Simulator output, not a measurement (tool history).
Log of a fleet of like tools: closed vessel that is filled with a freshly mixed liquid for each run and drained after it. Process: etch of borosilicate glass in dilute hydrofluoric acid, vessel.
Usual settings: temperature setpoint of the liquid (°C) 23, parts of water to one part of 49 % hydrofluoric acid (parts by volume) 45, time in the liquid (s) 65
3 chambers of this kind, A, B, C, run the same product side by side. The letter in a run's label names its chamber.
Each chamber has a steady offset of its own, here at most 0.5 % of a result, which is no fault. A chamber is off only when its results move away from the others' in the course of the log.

| run | hour | temperature setpoint of the liquid (°C) | parts of water to one part of 49 % hydrofluoric acid (parts by volume) | time in the liquid (s) | hours since the thermometer was replaced | hours since the hydrofluoric acid flow meter was replaced | read-back film thickness of the borosilicate glass reference wafer, read on the same gauge (nm) | thickness taken off the borosilicate glass on a monitor wafer (nm) |
|---|---|---|---|---|---|---|---|---|
| 1B | 3.3 | 23 | 45 | 65 | 400.5 | 200.8 | 70.005 | 42.154 |
| 2A | 5.7 | 23 | 45 | 65 | 352.4 | 640.1 | 69.994 | 41.717 |
| 3C | 8.8 | 23 | 45 | 65 | 173.5 | 1978.6 | 69.991 | 42.855 |
| 4A | 12.7 | 23 | 45 | 65 | 359.4 | 647.1 | 70.010 | 42.892 |
| 5B | 16.4 | 23 | 45 | 65 | 413.6 | 213.9 | 70.001 | 42.089 |
| 6C | 19.2 | 23 | 45 | 65 | 183.9 | 1989.0 | 69.998 | 43.011 |
| 7A | 21.2 | 23 | 45 | 65 | 367.9 | 655.6 | 70.006 | 42.336 |
| 8C | 25.2 | 23 | 45 | 65 | 189.9 | 1995.0 | 70.005 | 42.005 |
| 9B | 29.6 | 23 | 45 | 50 | 426.8 | 227.1 | 69.972 | 33.272 |
| 10B | 34.1 | 23 | 45 | 50 | 431.3 | 231.6 | 69.989 | 32.083 |
| 11A | 36.7 | 23 | 45 | 50 | 383.4 | 671.1 | 69.993 | 32.823 |
| 12C | 39.3 | 23 | 45 | 65 | 204.0 | 2009.1 | 70.016 | 43.251 |
| 13C | 42.8 | 23 | 45 | 65 | 207.5 | 2012.6 | 69.986 | 42.131 |
| 14B | 44.9 | 23 | 45 | 65 | 442.1 | 242.4 | 70.002 | 41.925 |
| 15A | 49.2 | 23 | 45 | 65 | 395.9 | 683.6 | 70.006 | 42.341 |
| 16B | 53.3 | 23 | 60 | 65 | 450.5 | 250.8 | 70.003 | 30.738 |
| 17A | 57.1 | 23 | 60 | 65 | 403.8 | 691.5 | 69.998 | 31.424 |
| 18C | 60.3 | 23 | 60 | 65 | 225.0 | 2030.1 | 70.000 | 31.199 |
| 19C | 64.2 | 23 | 45 | 65 | 228.9 | 2034.0 | 70.002 | 41.850 |
| 20B | 67.0 | 23 | 45 | 65 | 464.2 | 264.5 | 69.997 | 40.135 |
| 21A | 71.6 | 23 | 45 | 65 | 418.3 | 706.0 | 70.013 | 41.988 |
| 22C | 73.8 | 19 | 45 | 65 | 238.5 | 2043.6 | 70.003 | 35.544 |
| 23B | 77.3 | 19 | 45 | 65 | 474.5 | 274.8 | 69.997 | 33.194 |
| 24A | 81.0 | 19 | 45 | 65 | 427.7 | 715.4 | 69.991 | 35.271 |
| 25B | 84.7 | 23 | 45 | 65 | 481.9 | 282.2 | 69.997 | 38.945 |
| 26A | 88.0 | 23 | 45 | 65 | 434.7 | 722.4 | 70.011 | 43.066 |

Is one chamber off against the others, does the gauge drift, or is nothing wrong? If a chamber is off, say which, and what the likeliest cause is.

Chamber B drifts away from the others.
Cause: hydrofluoric acid flow below the setpoint (%) = 8.42.
The log may not tell that from: liquid colder than its thermometer reads (K).

Here are 4 candidates for chamber B's next run, each the usual settings with a change, their results left as question marks. Which one brings its results back in line with what the others give on the usual settings?
In line means no further than this from the other chambers' mean on the usual settings: thickness taken off the borosilicate glass on a monitor wafer (nm) 1.400
| 27B-1 | 91.3 | 23.5 | 45 | 70 |  |  |  | ? |
| 27B-2 | 91.3 | 22.0 | 45 | 65 |  |  |  | ? |
| 27B-3 | 91.3 | 23.0 | 45 | 60 |  |  |  | ? |
| 27B-4 | 91.3 | 24.0 | 45 | 65 |  |  |  | ? |

The other chambers' mean on the usual settings: thickness taken off the borosilicate glass on a monitor wafer (nm) 42.444
| run | thickness taken off the borosilicate glass on a monitor wafer (nm) |
|---|---|
| 27B-1 | 42.471 |
| 27B-2 | 37.021 |
| 27B-3 | 35.642 |
| 27B-4 | 40.276 |
27B-1 brings the chamber back in line.
